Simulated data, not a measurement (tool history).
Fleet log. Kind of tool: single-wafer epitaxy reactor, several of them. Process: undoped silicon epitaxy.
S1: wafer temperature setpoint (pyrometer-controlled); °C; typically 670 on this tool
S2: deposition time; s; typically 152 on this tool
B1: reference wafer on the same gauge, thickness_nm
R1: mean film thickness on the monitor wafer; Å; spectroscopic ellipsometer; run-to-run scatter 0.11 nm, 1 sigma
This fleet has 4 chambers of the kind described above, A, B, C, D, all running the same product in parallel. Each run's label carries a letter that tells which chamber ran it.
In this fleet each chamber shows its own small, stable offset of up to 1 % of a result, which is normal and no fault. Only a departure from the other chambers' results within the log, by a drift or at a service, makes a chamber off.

run 1C hour=10.4 | S1=670 S2=152 | B1=37.872 | R1=392.25
run 2D hour=19.9 | S1=670 S2=152 | B1=37.906 | R1=393.05
run 3A hour=31.4 | S1=670 S2=152 | B1=37.904 | R1=387.7
run 4B hour=40.2 | S1=670 S2=152 | B1=37.935 | R1=389.92
run 5B hour=52.5 | S1=670 S2=152 | B1=37.904 | R1=389.82
run 6A hour=65.5 | S1=655 S2=129 | B1=37.923 | R1=239.87
run 7C hour=76.2 | S1=655 S2=129 | B1=37.909 | R1=241.89
run 8D hour=88.9 | S1=655 S2=129 | B1=37.901 | R1=242.44
run 9D hour=99.5 | S1=655 S2=129 | B1=37.922 | R1=242.3
run 10B hour=111.1 | S1=670 S2=152 | B1=37.889 | R1=391.35
run 11A hour=118.4 | S1=670 S2=152 | B1=37.93 | R1=385.9
run 12C hour=127.2 | S1=670 S2=152 | B1=37.876 | R1=390.98
run 13B hour=135.9 | S1=670 S2=152 | B1=37.901 | R1=392.05
run 14C hour=142.4 | S1=670 S2=152 | B1=37.92 | R1=390.55
run 15D hour=150.8 | S1=670 S2=152 | B1=37.893 | R1=391.81
run 16A hour=160.9 | S1=670 S2=152 | B1=37.871 | R1=387.38
run 17C hour=172.3 | S1=658 S2=127 | B1=37.909 | R1=253.78
run 18A hour=179.5 | S1=658 S2=127 | B1=37.905 | R1=250.17
run 19D hour=188.5 | S1=658 S2=127 | B1=37.911 | R1=254.01
run 20B hour=201.2 | S1=658 S2=127 | B1=37.905 | R1=254.94
run 21C hour=211.1 | S1=682 S2=123 | B1=37.913 | R1=404.96
run 22B hour=220.3 | S1=682 S2=123 | B1=37.924 | R1=404.21
run 23D hour=233 | S1=682 S2=123 | B1=37.881 | R1=406.76
run 24A hour=245.2 | S1=682 S2=123 | B1=37.888 | R1=402.08
run 25A hour=256.5 | S1=670 S2=152 | B1=37.932 | R1=386.86
-- hour=263.4 chamber C: pyrometer calibrated
run 26C hour=267.1 | S1=659 S2=152 | B1=37.93 | R1=310.63
run 27D hour=279.8 | S1=659 S2=152 | B1=37.897 | R1=311.47
run 28B hour=292 | S1=659 S2=152 | B1=37.922 | R1=310.17
run 29A hour=303.1 | S1=659 S2=152 | B1=37.905 | R1=307.31
run 30B hour=311.6 | S1=658 S2=181 | B1=37.895 | R1=363.32
run 31D hour=322.1 | S1=658 S2=181 | B1=37.864 | R1=361.27
run 32C hour=329.6 | S1=658 S2=181 | B1=37.885 | R1=362.14
run 33C hour=342.3 | S1=658 S2=181 | B1=37.926 | R1=362.44
run 34A hour=348.2 | S1=670 S2=152 | B1=37.905 | R1=386.16
run 35B hour=354.5 | S1=670 S2=152 | B1=37.912 | R1=390.6
run 36D hour=363.6 | S1=670 S2=152 | B1=37.885 | R1=394.03
run 37B hour=369.9 | S1=670 S2=152 | B1=37.883 | R1=391.68
run 38D hour=381.4 | S1=670 S2=152 | B1=37.884 | R1=392.38
run 39A hour=390.1 | S1=670 S2=172 | B1=37.891 | R1=438.09
run 40C hour=402.7 | S1=670 S2=172 | B1=37.907 | R1=441.51

Next, all 4 chambers run the settings below, one line each with question marks for the results. What does each chamber give?
run 41A hour=412.2 | S1=684 S2=152 | R1=?
run 41B hour=412.2 | S1=684 S2=152 | R1=?
run 41C hour=412.2 | S1=684 S2=152 | R1=?
run 41D hour=412.2 | S1=684 S2=152 | R1=?

run=41A R1=516.25
run=41B R1=520.45
run=41C R1=521.85
run=41D R1=525.44
